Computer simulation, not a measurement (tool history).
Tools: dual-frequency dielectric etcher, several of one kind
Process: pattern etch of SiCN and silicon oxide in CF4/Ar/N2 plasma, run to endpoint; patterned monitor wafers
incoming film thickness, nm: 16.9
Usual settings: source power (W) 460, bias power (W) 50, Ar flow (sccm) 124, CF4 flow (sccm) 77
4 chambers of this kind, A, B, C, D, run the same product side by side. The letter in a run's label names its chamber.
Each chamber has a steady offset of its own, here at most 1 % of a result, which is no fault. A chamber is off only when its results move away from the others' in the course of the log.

run     day  source power (W)  bias power (W)  Ar flow (sccm)  CF4 flow (sccm)  endpoint time (s)
 1C   0.538               460              50             124               77             21.986
 2B   0.883               460              50             124               77             22.313
 3D   1.233               460              50             124               77             21.907
 4A   1.571               460              50             124               77             22.136
 5D   1.983               460              50             124               77             21.834
 6C   2.258               460              50             124               77             22.276
 7A   2.608               460              50             124               77             22.208
 8B   3.167               460              50             124               77              22.33
 9A   3.733               460              50             124               77             22.307
10D   4.346               460              50             137               77             22.332
11C   4.867               460              50             137               77             22.504
12B   5.408               460              50             137               77             22.563
13C   5.917               460              50             137               77             22.237
14D   6.475               460              50             124               77             21.942
15A   6.983               460              50             124               77             22.235
      7.275  -- chamber D: source power generator calibrated
16B   7.529               460              50             124               77             22.111
17C   7.875               460              50             124               77             22.205
18B   8.333               460              50             138               77             22.523
      8.417  -- chamber A: Ar flow controller replaced
      8.421  -- chamber A: CF4 flow controller replaced
19A   8.608               460              50             138               77             22.366
      8.858  -- chamber B: wet clean of the chamber
20D   9.133               460              50             138               77              22.29
21B   9.742               460              50             138               77             22.957
22C  10.046               460              50             124               77             21.976
     10.371  -- chamber A: wet clean of the chamber
23A  10.479               460              50             124               77             22.211
24D  11.062               460              50             124               77             21.952
25B  11.625               460              50             124               77             22.121
     11.721  -- chamber C: Ar flow controller replaced
26C  11.958               460              50             124               77             22.137
27D  12.246               460              50             124               77             21.754
28A  12.696               460              50             124               77             22.108
29B  13.238               460              50             124               77              22.21
30D  13.642               460              50             124               77             21.971
31C    14.2               460              50             124               77             22.053

Is one chamber off against the others, does the gauge drift, or is nothing wrong? If a chamber is off, say which, and what the likeliest cause is.

No chamber stands off beyond its own small offset, and the gauge holds steady.

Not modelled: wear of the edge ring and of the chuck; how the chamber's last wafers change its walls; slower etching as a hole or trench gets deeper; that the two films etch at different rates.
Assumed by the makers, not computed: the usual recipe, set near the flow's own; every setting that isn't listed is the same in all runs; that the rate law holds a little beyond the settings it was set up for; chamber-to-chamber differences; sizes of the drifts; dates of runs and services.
